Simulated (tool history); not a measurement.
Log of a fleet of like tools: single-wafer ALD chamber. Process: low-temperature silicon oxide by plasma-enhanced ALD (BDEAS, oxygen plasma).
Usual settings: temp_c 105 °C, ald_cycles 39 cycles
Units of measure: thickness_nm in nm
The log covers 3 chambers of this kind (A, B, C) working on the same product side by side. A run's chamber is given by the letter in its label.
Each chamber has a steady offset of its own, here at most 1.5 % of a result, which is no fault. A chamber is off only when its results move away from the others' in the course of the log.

run,day,temp_c,ald_cycles,"read-back reference wafer on the same gauge, thickness_nm",thickness_nm
1C,0.554,105,39,6.1489,5.543
2A,1.033,105,39,6.148,5.5556
3B,1.567,105,39,6.1457,5.4601
4A,2.1,105,39,6.1461,5.551
5B,2.396,111,45,6.1469,6.2271
6C,2.758,111,45,6.1468,6.322
7C,3.188,111,45,6.1446,6.3159
8A,3.729,105,39,6.1427,5.5385
9B,4.175,105,39,6.1414,5.46
10C,4.662,110,34,6.1426,4.7753
11A,5.021,110,34,6.1405,4.782
12B,5.329,110,34,6.1391,4.7068
13A,5.746,105,39,6.1384,5.5337
14B,6.021,105,39,6.1379,5.4571
15C,6.358,111,39,6.138,5.4742
16B,6.779,111,39,6.1371,5.3862
# day 7.067: chamber B: thermocouple changed; heater temperature recalibrated
17C,7.238,111,39,6.1363,5.4772
18A,7.621,98,47,6.1372,6.7924
# day 8: chamber C: thermocouple changed; heater temperature recalibrated
19B,8.021,98,47,6.1363,6.6742
20A,8.488,98,47,6.1328,6.7731
21C,8.908,115,45,6.1347,6.2435
22B,9.488,115,45,6.1313,6.185
23C,9.892,115,45,6.1322,6.2576
24A,10.317,95,43,6.1313,6.268
25A,10.908,95,43,6.1321,6.269
26C,11.271,95,43,6.1306,6.2521
27B,11.538,105,39,6.1295,5.4424
28C,11.821,105,39,6.1275,5.5137
29A,12.217,105,39,6.1285,5.5286
30B,12.712,105,39,6.127,5.4449
31C,13.15,105,39,6.1249,5.5238
32B,13.592,105,39,6.1251,5.4524
33A,13.896,105,39,6.1246,5.5197

The same settings go to every chamber for the next run, one line per chamber below. Forecast the results for each:
34A,14.321,105,39,,?
34B,14.321,105,39,,?
34C,14.321,105,39,,?

run,thickness_nm
34A,5.5238
34B,5.4423
34C,5.5095
